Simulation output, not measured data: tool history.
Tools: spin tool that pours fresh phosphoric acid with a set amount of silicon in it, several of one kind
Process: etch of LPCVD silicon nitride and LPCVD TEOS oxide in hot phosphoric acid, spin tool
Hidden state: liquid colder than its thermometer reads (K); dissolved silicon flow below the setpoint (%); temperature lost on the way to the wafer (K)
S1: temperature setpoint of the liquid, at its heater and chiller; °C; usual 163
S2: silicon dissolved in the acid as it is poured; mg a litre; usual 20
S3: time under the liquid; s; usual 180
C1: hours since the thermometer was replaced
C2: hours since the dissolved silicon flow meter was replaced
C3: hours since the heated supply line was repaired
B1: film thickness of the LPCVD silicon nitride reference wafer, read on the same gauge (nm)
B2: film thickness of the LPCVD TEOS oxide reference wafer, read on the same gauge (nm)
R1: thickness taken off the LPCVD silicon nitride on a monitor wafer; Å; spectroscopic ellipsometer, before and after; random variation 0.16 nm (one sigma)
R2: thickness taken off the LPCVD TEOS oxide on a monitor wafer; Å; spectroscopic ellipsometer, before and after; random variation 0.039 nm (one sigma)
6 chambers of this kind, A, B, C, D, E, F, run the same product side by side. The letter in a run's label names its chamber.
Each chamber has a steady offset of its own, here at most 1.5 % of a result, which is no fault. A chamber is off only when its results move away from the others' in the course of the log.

Run 1D, hour 5.4: usual settings; C1 1004.1; C2 1106.6; C3 569.4; B1 119.97; B2 69.995. Result: R1 198.7 Å, R2 4.3414 Å.
Run 2C, hour 10.9: usual settings; C1 2863.8; C2 124.6; C3 2392.6; B1 120.02; B2 70.002. Result: R1 197.14 Å, R2 3.5646 Å.
Run 3F, hour 16.9: usual settings; C1 980.5; C2 705.4; C3 351.9; B1 120.01; B2 69.961. Result: R1 191.54 Å, R2 3.4517 Å.
Run 4A, hour 24.7: usual settings; C1 783.1; C2 318; C3 105.3; B1 120.01; B2 70.007. Result: R1 196.05 Å, R2 3.8606 Å.
Run 5B, hour 31.9: usual settings; C1 349.7; C2 33.8; C3 899.8; B1 119.99; B2 70.025. Result: R1 196.16 Å, R2 3.773 Å.
Run 6E, hour 38.2: usual settings; C1 1615.8; C2 306.8; C3 608.6; B1 119.95; B2 69.967. Result: R1 195.59 Å, R2 4.2404 Å.
Run 7C, hour 43.9: usual settings; C1 2896.8; C2 157.6; C3 2425.6; B1 119.96; B2 69.988. Result: R1 196.65 Å, R2 4.1161 Å.
Run 8B, hour 49.6: usual settings; C1 367.4; C2 51.5; C3 917.5; B1 120; B2 69.964. Result: R1 195.02 Å, R2 3.1785 Å.
Run 9F, hour 55.2: usual settings; C1 1018.8; C2 743.7; C3 390.2; B1 119.97; B2 70.028. Result: R1 194.34 Å, R2 3.805 Å.
Run 10D, hour 63.1: usual settings; C1 1061.8; C2 1164.3; C3 627.1; B1 119.98; B2 69.962. Result: R1 199.01 Å, R2 3.722 Å.
Run 11A, hour 66.8: usual settings; C1 825.2; C2 360.1; C3 147.4; B1 120.02; B2 70.049. Result: R1 196.02 Å, R2 3.4988 Å.
Run 12E, hour 71.5: usual settings but S1 160.5 °C, S2 6 mg a litre; C1 1649.1; C2 340.1; C3 641.9; B1 120; B2 69.985. Result: R1 182.34 Å, R2 5.1819 Å.
Run 13C, hour 79.4: usual settings but S1 160.5 °C, S2 6 mg a litre; C1 2932.3; C2 193.1; C3 2461.1; B1 120.03; B2 69.996. Result: R1 183.37 Å, R2 4.712 Å.
Run 14D, hour 85.9: usual settings but S1 160.5 °C, S2 6 mg a litre; C1 1084.6; C2 1187.1; C3 649.9; B1 119.99; B2 70.003. Result: R1 181.91 Å, R2 3.8166 Å.
At hour 89.6: chamber C: thermometer replaced.
Run 15A, hour 93.5: usual settings but S1 160.5 °C, S2 6 mg a litre; C1 851.9; C2 386.8; C3 174.1; B1 119.99; B2 69.99. Result: R1 181.8 Å, R2 4.5627 Å.
Run 16F, hour 100.7: usual settings but S1 160.5 °C, S2 6 mg a litre; C1 1064.3; C2 789.2; C3 435.7; B1 120.02; B2 69.99. Result: R1 177.79 Å, R2 3.9806 Å.
Run 17E, hour 106.1: usual settings but S1 160.5 °C, S2 6 mg a litre; C1 1683.7; C2 374.7; C3 676.5; B1 120.04; B2 69.984. Result: R1 182.09 Å, R2 3.8578 Å.
Run 18B, hour 112.8: usual settings; C1 430.6; C2 114.7; C3 980.7; B1 120; B2 69.981. Result: R1 190.76 Å, R2 3.0988 Å.
Run 19E, hour 120.9: usual settings; C1 1698.5; C2 389.5; C3 691.3; B1 120.03; B2 69.985. Result: R1 195.79 Å, R2 3.7737 Å.
Run 20D, hour 126.1: usual settings; C1 1124.8; C2 1227.3; C3 690.1; B1 119.99; B2 69.993. Result: R1 199.16 Å, R2 3.5562 Å.
Run 21B, hour 129.7: usual settings; C1 447.5; C2 131.6; C3 997.6; B1 119.98; B2 70.042. Result: R1 187.31 Å, R2 2.8445 Å.
Run 22F, hour 136.5: usual settings; C1 1100.1; C2 825; C3 471.5; B1 120; B2 70.029. Result: R1 194.36 Å, R2 4.3125 Å.
Run 23C, hour 141.9: usual settings; C1 52.4; C2 255.6; C3 2523.6; B1 120.01; B2 70.029. Result: R1 197.1 Å, R2 3.544 Å.
Run 24A, hour 145.7: usual settings; C1 904.1; C2 439; C3 226.3; B1 120; B2 70.004. Result: R1 195.03 Å, R2 3.7807 Å.
Run 25F, hour 151.6: usual settings; C1 1115.2; C2 840.1; C3 486.6; B1 119.99; B2 70.02. Result: R1 192.4 Å, R2 3.5661 Å.
Run 26D, hour 155.5: usual settings; C1 1154.2; C2 1256.7; C3 719.5; B1 119.97; B2 70.024. Result: R1 199.04 Å, R2 3.535 Å.
At hour 158.5: chamber D: heated supply line repaired.
Run 27A, hour 162.5: usual settings; C1 920.9; C2 455.8; C3 243.1; B1 119.99; B2 70.036. Result: R1 198.46 Å, R2 4.121 Å.
Run 28E, hour 167.7: usual settings; C1 1745.3; C2 436.3; C3 738.1; B1 119.99; B2 70.001. Result: R1 198.73 Å, R2 4.0086 Å.
Run 29B, hour 171.9: usual settings; C1 489.7; C2 173.8; C3 1039.8; B1 119.98; B2 69.998. Result: R1 180.36 Å, R2 2.9348 Å.
Run 30C, hour 177.8: usual settings; C1 88.3; C2 291.5; C3 2559.5; B1 120.03; B2 69.96. Result: R1 196.79 Å, R2 2.9256 Å.
Run 31D, hour 184.6: usual settings; C1 1183.3; C2 1285.8; C3 26.2; B1 120.01; B2 69.963. Result: R1 201.58 Å, R2 3.5284 Å.
Run 32E, hour 192.1: usual settings; C1 1769.7; C2 460.7; C3 762.5; B1 120; B2 69.979. Result: R1 198.53 Å, R2 4.1161 Å.
Run 33F, hour 199.9: usual settings; C1 1163.5; C2 888.4; C3 534.9; B1 120; B2 69.98. Result: R1 194.41 Å, R2 3.5158 Å.
Run 34B, hour 203.9: usual settings; C1 521.7; C2 205.8; C3 1071.8; B1 120.01; B2 70.002. Result: R1 179.7 Å, R2 2.847 Å.
Run 35C, hour 211.2: usual settings but S1 165 °C, S2 11 mg a litre; C1 121.7; C2 324.9; C3 2592.9; B1 120; B2 70.009. Result: R1 209.94 Å, R2 4.9142 Å.
At hour 213: chamber A: dissolved silicon flow meter replaced.
Run 36A, hour 218: usual settings but S1 165 °C, S2 11 mg a litre; C1 976.4; C2 5.1; C3 298.6; B1 120.04; B2 69.998. Result: R1 209.24 Å, R2 5.818 Å.

What goes on in this fleet: one chamber off, a drifting gauge, or nothing beyond the chambers' own small offsets? Name the chamber and the cause, if any.

Chamber B drifts away from the others.
Cause: temperature lost on the way to the wafer (K) = 3.57.

Here are 4 candidates for chamber B's next run, each the usual settings with a change, their results left as question marks. Which one brings its results back in line with what the others give on the usual settings?
In line means no further than this from the other chambers' mean on the usual settings: R1 5.7 Å; R2 1.4 Å
Run 37B-1, hour 223.8: usual settings but S1 162.5 °C, S2 25.5 mg a litre, S3 165 s. Result: R1 ?, R2 ?.
Run 37B-2, hour 223.8: usual settings but S1 162.5 °C, S2 30.5 mg a litre, S3 150 s. Result: R1 ?, R2 ?.
Run 37B-3, hour 223.8: usual settings but S1 163.5 °C, S2 8 mg a litre, S3 215 s. Result: R1 ?, R2 ?.
Run 37B-4, hour 223.8: usual settings but S1 163.5 °C, S2 14.5 mg a litre, S3 195 s. Result: R1 ?, R2 ?.

The other chambers' mean on the usual settings: R1 196.79 Å; R2 3.7203 Å
  run      R1      R2
37B-1  159.94  2.1117
37B-2   145.4  1.5955
37B-3  215.54  4.6861
37B-4  195.49   3.669
37B-4 brings the chamber back in line.

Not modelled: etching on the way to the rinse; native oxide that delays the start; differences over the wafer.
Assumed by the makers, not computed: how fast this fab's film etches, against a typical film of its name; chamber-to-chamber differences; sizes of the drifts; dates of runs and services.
